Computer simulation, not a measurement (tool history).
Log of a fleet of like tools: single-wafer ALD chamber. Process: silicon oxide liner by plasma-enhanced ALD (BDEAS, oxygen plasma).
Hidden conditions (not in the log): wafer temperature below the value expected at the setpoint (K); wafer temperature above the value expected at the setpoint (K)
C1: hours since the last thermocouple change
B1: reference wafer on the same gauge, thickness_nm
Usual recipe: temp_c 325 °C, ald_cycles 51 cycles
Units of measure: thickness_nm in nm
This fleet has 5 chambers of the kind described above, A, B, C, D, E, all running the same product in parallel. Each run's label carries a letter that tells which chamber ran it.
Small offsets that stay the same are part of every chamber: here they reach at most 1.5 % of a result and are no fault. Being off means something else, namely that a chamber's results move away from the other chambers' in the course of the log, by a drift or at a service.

run 1A hour=3.7 | temp_c=325 ald_cycles=51 | C1=227.3 | B1=4.2292 | thickness_nm=4.5851
run 2B hour=7.1 | temp_c=325 ald_cycles=51 | C1=832.6 | B1=4.2288 | thickness_nm=4.6100
run 3C hour=10.0 | temp_c=325 ald_cycles=51 | C1=513.6 | B1=4.2288 | thickness_nm=4.5666
run 4D hour=14.3 | temp_c=325 ald_cycles=51 | C1=1206.0 | B1=4.2268 | thickness_nm=4.6096
run 5E hour=18.9 | temp_c=325 ald_cycles=51 | C1=2696.9 | B1=4.2226 | thickness_nm=4.5985
run 6B hour=21.7 | temp_c=325 ald_cycles=51 | C1=847.2 | B1=4.2244 | thickness_nm=4.6072
run 7A hour=24.2 | temp_c=325 ald_cycles=51 | C1=247.8 | B1=4.2267 | thickness_nm=4.5801
run 8E hour=28.3 | temp_c=325 ald_cycles=51 | C1=2706.3 | B1=4.2216 | thickness_nm=4.5817
run 9C hour=30.8 | temp_c=325 ald_cycles=51 | C1=534.4 | B1=4.2213 | thickness_nm=4.5461
run 10D hour=33.2 | temp_c=325 ald_cycles=51 | C1=1224.9 | B1=4.2243 | thickness_nm=4.6188
run 11D hour=36.7 | temp_c=325 ald_cycles=51 | C1=1228.4 | B1=4.2201 | thickness_nm=4.6146
run 12E hour=39.1 | temp_c=325 ald_cycles=51 | C1=2717.1 | B1=4.2191 | thickness_nm=4.5858
run 13B hour=43.1 | temp_c=325 ald_cycles=51 | C1=868.6 | B1=4.2183 | thickness_nm=4.5927
run 14A hour=46.9 | temp_c=325 ald_cycles=51 | C1=270.5 | B1=4.2171 | thickness_nm=4.5814
run 15C hour=51.0 | temp_c=314 ald_cycles=43 | C1=554.6 | B1=4.2138 | thickness_nm=3.8959
run 16E hour=53.4 | temp_c=314 ald_cycles=43 | C1=2731.4 | B1=4.2170 | thickness_nm=3.9320
run 17B hour=56.3 | temp_c=314 ald_cycles=43 | C1=881.8 | B1=4.2146 | thickness_nm=3.9304
run 18A hour=59.1 | temp_c=314 ald_cycles=43 | C1=282.7 | B1=4.2128 | thickness_nm=3.9168
run 19D hour=61.2 | temp_c=314 ald_cycles=43 | C1=1252.9 | B1=4.2142 | thickness_nm=3.9419
run 20C hour=65.5 | temp_c=325 ald_cycles=51 | C1=569.1 | B1=4.2140 | thickness_nm=4.5553
run 21D hour=68.3 | temp_c=325 ald_cycles=46 | C1=1260.0 | B1=4.2120 | thickness_nm=4.1427
run 22C hour=71.4 | temp_c=325 ald_cycles=46 | C1=575.0 | B1=4.2104 | thickness_nm=4.0946
run 23E hour=75.9 | temp_c=325 ald_cycles=46 | C1=2753.9 | B1=4.2078 | thickness_nm=4.1217
run 24A hour=80.1 | temp_c=325 ald_cycles=46 | C1=303.7 | B1=4.2089 | thickness_nm=4.1255
run 25B hour=83.0 | temp_c=325 ald_cycles=46 | C1=908.5 | B1=4.2076 | thickness_nm=4.1395
run 26A hour=87.1 | temp_c=325 ald_cycles=51 | C1=310.7 | B1=4.2058 | thickness_nm=4.5666
run 27B hour=89.3 | temp_c=325 ald_cycles=51 | C1=914.8 | B1=4.2061 | thickness_nm=4.5828
run 28E hour=93.7 | temp_c=325 ald_cycles=51 | C1=2771.7 | B1=4.2052 | thickness_nm=4.5743
run 29D hour=97.4 | temp_c=325 ald_cycles=51 | C1=1289.1 | B1=4.2027 | thickness_nm=4.5947
run 30C hour=101.0 | temp_c=330 ald_cycles=45 | C1=604.6 | B1=4.2044 | thickness_nm=3.9766
run 31D hour=104.3 | temp_c=330 ald_cycles=45 | C1=1296.0 | B1=4.2011 | thickness_nm=4.0222
run 32C hour=107.4 | temp_c=330 ald_cycles=45 | C1=611.0 | B1=4.2029 | thickness_nm=3.9802

What goes on in this fleet: one chamber off, a drifting gauge, or nothing beyond the chambers' own small offsets? Name the chamber and the cause, if any.

The shared gauge is drifting. All chambers look as if they move in step, but none is off.
Likeliest cause: gauge reads low (%) = 0.696.
